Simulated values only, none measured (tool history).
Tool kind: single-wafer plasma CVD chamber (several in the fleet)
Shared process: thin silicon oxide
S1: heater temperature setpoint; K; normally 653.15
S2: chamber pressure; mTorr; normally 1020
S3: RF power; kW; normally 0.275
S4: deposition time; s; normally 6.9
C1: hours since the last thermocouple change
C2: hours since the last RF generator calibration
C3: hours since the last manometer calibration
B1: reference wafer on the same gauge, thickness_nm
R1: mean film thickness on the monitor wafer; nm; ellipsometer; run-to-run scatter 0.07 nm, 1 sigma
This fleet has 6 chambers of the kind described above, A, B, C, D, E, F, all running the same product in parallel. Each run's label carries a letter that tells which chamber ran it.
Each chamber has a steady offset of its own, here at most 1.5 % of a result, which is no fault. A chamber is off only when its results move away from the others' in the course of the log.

run   hour      S1    S2     S3    S4      C1      C2      C3      B1      R1
 1D    8.9  653.15  1020  0.275   6.9  1697.3   562.4     727  14.786  15.126
 2E   15.5  653.15  1020  0.275   6.9  2074.1  1823.4    1064  14.784  15.294
 3B   20.2  653.15  1020  0.275   6.9   173.5   681.7     677  14.791   15.23
 4C   27.9  653.15  1020  0.275   6.9   254.1   705.5   744.3  14.778  14.999
 5F   37.3  666.15  1020  0.275  5.78     793   240.9  1028.9  14.803  12.471
 6A   42.6  666.15  1020  0.275  5.78   536.4  1498.2  1331.4  14.806  12.692
 7B   49.2  666.15  1020  0.275  5.78   202.5   710.7     706  14.801  12.614
 8F   54.1  666.15  1020  0.275  5.78   809.8   257.7  1045.7  14.805  12.482
 9A   61.7  666.15  1020  0.275  5.78   555.5  1517.3  1350.5   14.82  12.586
10C   67.4  666.15  1020  0.275  5.78   293.6     745   783.8  14.797  12.405
11E   73.2  653.15  1020  0.275   6.9  2131.8  1881.1  1121.7  14.796   15.27
12D   78.2  653.15  1020  0.275   6.9  1766.6   631.7   796.3  14.803  15.102
13A   86.4  653.15  1020  0.275   6.9   580.2    1542  1375.2  14.776  15.183
14D     96  653.15  1020  0.275   6.9  1784.4   649.5   814.1  14.789  15.126
     101.5  -- chamber A: capacitance manometer re-zeroed and calibrated
15B  103.7  646.15   930  0.275   6.9     257   765.2   760.5  14.807   14.34
16E  111.6  646.15   930  0.275   6.9  2170.2  1919.5  1160.1  14.799  14.235
17C    118  646.15   930  0.275   6.9   344.2   795.6   834.4  14.788  14.093
18F  127.8  646.15   930  0.275   6.9   883.5   331.4  1119.4  14.809  13.879
19D  135.7  646.15   930  0.275   6.9  1824.1   689.2   853.8   14.81  14.135
20C  142.4  646.15   930  0.275   6.9   368.6     820   858.8  14.797  14.038
21E    149  653.15  1020  0.275   6.9  2207.6  1956.9  1197.5  14.811  15.345
22F  157.8  653.15  1020  0.275   6.9   913.5   361.4  1149.4  14.801  14.728
23A  166.6  653.15  1020  0.275   6.9   660.4  1622.2    65.1  14.802  15.274
24B  175.3  653.15  1020  0.275   6.9   328.6   836.8   832.1  14.795  15.252
25F  182.4  653.15  1020  0.275   6.9   938.1     386    1174  14.803  14.739
26A  187.2  653.15  1020  0.275   6.9     681  1642.8    85.7  14.805  15.143
27B  191.9  653.15  1020  0.275   6.9   345.2   853.4   848.7  14.805  15.266
28C    198  653.15  1020  0.275   6.9   424.2   875.6   914.4  14.795    15.1
29D  203.2  653.15  1020  0.275   6.9  1891.6   756.7   921.3    14.8  15.085
30E  210.6  661.15  1020  0.275   6.9  2269.2  2018.5  1259.1  14.799  15.132
31F    220  661.15  1020  0.275   6.9   975.7   423.6  1211.6   14.81   14.42
32D  227.1  661.15  1020  0.275   6.9  1915.5   780.6   945.2  14.795  15.003
33B  231.6  661.15  1020  0.275   6.9   384.9   893.1   888.4  14.809  15.205
34A  237.5  661.15  1020  0.275   6.9   731.3  1693.1     136    14.8  14.943
35E  245.4  661.15  1020  0.275   6.9    2304  2053.3  1293.9  14.799  15.155
     250.6  -- chamber E: RF generator calibrated
36C  254.9  653.15  1020  0.275   6.9   481.1   932.5   971.3  14.788  15.077
37D  260.9  653.15  1020  0.275   6.9  1949.3   814.4     979  14.798   15.26
38E    268  642.15  1020   0.25   6.9  2326.6    17.4  1316.5  14.811  14.861
39F  276.5  642.15  1020   0.25   6.9  1032.2   480.1  1268.1  14.802  13.869
40C  285.8  642.15  1020   0.25   6.9     512   963.4  1002.2  14.794  14.564
41A  293.3  642.15  1020   0.25   6.9   787.1  1748.9   191.8  14.773  14.698
42B  298.3  642.15  1020   0.25   6.9   451.6   959.8   955.1  14.792  14.813

Decide between three cases: one chamber stands off from its peers, the gauge reading all wafers drifts, or nothing is wrong past each chamber's small offset. Where a chamber is off, say which and what most likely put it there.

Little by little, chamber F moves away from the other chambers.
Likeliest cause: true pressure below the setpoint (%) = 7.23.

Which of the 4 candidates below, each the usual settings with something changed and its results left as question marks, puts chamber F back in line with what the other chambers give on the usual settings?
Allowed miss from the other chambers' usual-settings mean, per result, to count as in line: R1 0.24 nm
43F-1  305.4  653.15  1100   0.28   6.9                   ?
43F-2  305.4  653.15  1000  0.275  6.79                   ?
43F-3  305.4  653.15   980   0.27  6.69                   ?
43F-4  305.4  653.15  1020   0.28  7.09                   ?

Usual-settings mean across the other chambers: R1 15.173 nm
  run      R1
43F-1  15.094
43F-2  13.683
43F-3  13.141
43F-4  14.644
With 43F-1, the chamber falls back in line with the rest.
